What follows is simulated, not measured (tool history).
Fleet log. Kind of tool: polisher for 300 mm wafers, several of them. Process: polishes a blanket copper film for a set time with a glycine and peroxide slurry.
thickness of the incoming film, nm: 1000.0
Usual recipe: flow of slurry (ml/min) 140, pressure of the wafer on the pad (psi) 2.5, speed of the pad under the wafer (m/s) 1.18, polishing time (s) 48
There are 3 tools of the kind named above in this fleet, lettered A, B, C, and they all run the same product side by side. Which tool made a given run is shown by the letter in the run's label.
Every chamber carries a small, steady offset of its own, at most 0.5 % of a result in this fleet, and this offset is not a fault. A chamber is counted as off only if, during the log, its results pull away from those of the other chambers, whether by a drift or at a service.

| run | day | flow of slurry (ml/min) | pressure of the wafer on the pad (psi) | speed of the pad under the wafer (m/s) | polishing time (s) | wafers polished on this pad | hours since the slurry nozzle was cleaned | hours since the head pressure was calibrated | film removed (nm) |
|---|---|---|---|---|---|---|---|---|---|
| 1B | 0.175 | 140 | 2.5 | 1.18 | 48 | 539 | 129.6 | 456.6 | 301.63 |
|  | 0.212 | chamber B: worn pad replaced by a new one |
|  | 0.300 | chamber C: worn pad replaced by a new one |
| 2C | 0.325 | 140 | 2.5 | 1.18 | 48 | 11 | 295.3 | 197.7 | 298.46 |
| 3A | 0.529 | 140 | 2.5 | 1.18 | 48 | 374 | 490.0 | 324.3 | 297.07 |
| 4A | 0.679 | 140 | 2.5 | 1.18 | 48 | 438 | 493.6 | 327.9 | 298.21 |
| 5C | 0.879 | 140 | 2.5 | 1.18 | 48 | 245 | 308.6 | 211.0 | 297.09 |
|  | 1.029 | chamber B: head pressure recalibrated |
| 6B | 1.046 | 140 | 2.9 | 1.18 | 48 | 352 | 150.5 | 0.5 | 340.00 |
| 7A | 1.292 | 140 | 2.9 | 1.18 | 48 | 697 | 508.3 | 342.6 | 333.69 |
| 8B | 1.554 | 140 | 2.9 | 1.18 | 48 | 568 | 162.7 | 12.7 | 337.40 |
|  | 1.638 | chamber B: worn pad replaced by a new one |
| 9C | 1.746 | 140 | 2.5 | 1.18 | 48 | 612 | 329.4 | 231.8 | 294.07 |
|  | 1.988 | chamber A: slurry nozzle cleaned |
| 10C | 2.004 | 140 | 2.5 | 1.18 | 48 | 721 | 335.6 | 238.0 | 295.93 |
| 11A | 2.229 | 140 | 2.5 | 1.18 | 48 | 1094 | 5.8 | 365.1 | 296.29 |
|  | 2.421 | chamber A: worn pad replaced by a new one |
|  | 2.442 | chamber C: worn pad replaced by a new one |
| 12B | 2.521 | 140 | 2.1 | 1.18 | 48 | 375 | 185.9 | 35.9 | 258.11 |
| 13C | 2.688 | 140 | 2.1 | 1.18 | 48 | 105 | 352.0 | 254.4 | 261.10 |
|  | 2.854 | chamber A: head pressure recalibrated |
| 14B | 2.862 | 140 | 2.1 | 1.18 | 48 | 519 | 194.1 | 44.1 | 258.62 |
| 15A | 3.046 | 110 | 2.5 | 1.18 | 48 | 264 | 25.4 | 4.6 | 299.69 |
|  | 3.067 | chamber B: worn pad replaced by a new one |
| 16C | 3.188 | 110 | 2.5 | 1.18 | 48 | 317 | 364.0 | 266.4 | 284.44 |
| 17A | 3.367 | 110 | 2.5 | 1.18 | 48 | 400 | 33.1 | 12.3 | 298.91 |
| 18B | 3.525 | 140 | 2.5 | 1.18 | 48 | 195 | 210.0 | 60.0 | 296.85 |
| 19C | 3.800 | 140 | 2.5 | 1.18 | 48 | 576 | 378.7 | 281.1 | 297.24 |
| 20B | 4.042 | 140 | 2.5 | 1.18 | 48 | 413 | 222.4 | 72.4 | 301.16 |
| 21A | 4.300 | 140 | 2.5 | 1.18 | 48 | 794 | 55.5 | 34.7 | 316.42 |
|  | 4.392 | chamber C: worn pad replaced by a new one |
|  | 4.429 | chamber B: worn pad replaced by a new one |
| 22B | 4.442 | 140 | 2.5 | 1.18 | 48 | 5 | 232.0 | 82.0 | 299.79 |
| 23C | 4.704 | 140 | 2.5 | 1.18 | 48 | 133 | 400.4 | 302.8 | 297.18 |
| 24A | 4.954 | 140 | 2.5 | 1.18 | 48 | 1071 | 71.2 | 50.4 | 317.01 |
| 25A | 5.221 | 140 | 2.5 | 1.18 | 48 | 1184 | 77.6 | 56.8 | 311.72 |

Which is it: a chamber that has drifted or been left off by a service, a gauge drift common to all chambers, or only each chamber's usual small offset? If a chamber is off, name it and its likeliest cause.

After it was serviced, chamber A no longer matches the other chambers.
Likeliest cause: head's pressure above its setpoint, % = 7.59.

Chamber A could run next with any of the 4 candidate recipes listed below; each alters the usual settings, and their results appear as question marks. Which one brings its results back in line with what the other chambers deliver on the usual settings?
In line here means within this much of the mean the other chambers give on the usual settings: film removed (nm) 6.70
| 26A-1 | 5.433 | 140 | 2.5 | 1.20 | 48 |  |  |  | ? |
| 26A-2 | 5.433 | 140 | 2.5 | 1.16 | 48 |  |  |  | ? |
| 26A-3 | 5.433 | 140 | 2.4 | 1.16 | 48 |  |  |  | ? |
| 26A-4 | 5.433 | 140 | 2.5 | 1.24 | 48 |  |  |  | ? |

Usual-settings mean across the other chambers: film removed (nm) 298.12
| run | film removed (nm) |
|---|---|
| 26A-1 | 319.09 |
| 26A-2 | 309.97 |
| 26A-3 | 299.57 |
| 26A-4 | 328.21 |
26A-3 is the one that brings the chamber's results back in line with the other chambers.
